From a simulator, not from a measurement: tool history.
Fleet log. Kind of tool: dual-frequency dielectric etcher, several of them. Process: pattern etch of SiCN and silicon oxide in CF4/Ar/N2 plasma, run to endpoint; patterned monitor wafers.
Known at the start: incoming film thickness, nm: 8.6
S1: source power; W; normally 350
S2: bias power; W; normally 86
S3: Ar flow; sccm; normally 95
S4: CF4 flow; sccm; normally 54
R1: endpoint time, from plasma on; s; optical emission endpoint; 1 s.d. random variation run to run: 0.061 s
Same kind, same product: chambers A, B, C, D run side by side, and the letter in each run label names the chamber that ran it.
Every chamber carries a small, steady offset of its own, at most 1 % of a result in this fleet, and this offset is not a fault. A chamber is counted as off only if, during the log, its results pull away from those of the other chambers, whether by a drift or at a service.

run	hour	S1	S2	S3	S4	R1
1D	2.2	350	86	95	54	12.113
2C	6.3	350	86	95	54	11.984
3B	8.6	350	86	95	54	12.19
4A	12.8	350	86	95	54	12.065
5A	16.8	350	86	95	54	12.01
6C	21	350	86	95	54	12.022
7D	23.5	350	86	95	54	12.059
8B	25.6	350	86	95	54	12.058
9B	27.7	350	86	95	54	12.085
10C	30.9	350	86	95	54	11.96
11A	35.2	350	86	80	54	11.809
12D	37.9	350	86	80	54	11.817
# hour 38.2: chamber B: source power generator calibrated
13D	42	350	86	80	54	11.81
14B	46.1	350	86	80	54	11.466
15A	49.1	350	86	95	54	12.019
16C	51.6	350	86	95	54	12.022
17B	55.9	350	86	95	54	11.788
18A	58.3	350	86	95	54	11.962
19C	61.7	350	86	95	54	11.979
20D	65.3	350	86	95	54	12.097
21B	67.4	350	86	95	54	11.789
22D	70	350	86	95	54	12.029
23C	73.8	350	86	95	54	12.069
24A	75.9	350	86	95	54	11.991
25A	78.5	350	86	95	54	12.055
26D	83	350	86	95	54	12.087
27B	85.6	350	86	95	54	11.707
28C	88.3	350	86	95	54	12.037

All 4 chambers run these settings next. Forecast each chamber's results:
29A	91.6	350	86	95	54	?
29B	91.6	350	86	95	54	?
29C	91.6	350	86	95	54	?
29D	91.6	350	86	95	54	?

run	R1
29A	12.049
29B	11.706
29C	12.074
29D	12.116

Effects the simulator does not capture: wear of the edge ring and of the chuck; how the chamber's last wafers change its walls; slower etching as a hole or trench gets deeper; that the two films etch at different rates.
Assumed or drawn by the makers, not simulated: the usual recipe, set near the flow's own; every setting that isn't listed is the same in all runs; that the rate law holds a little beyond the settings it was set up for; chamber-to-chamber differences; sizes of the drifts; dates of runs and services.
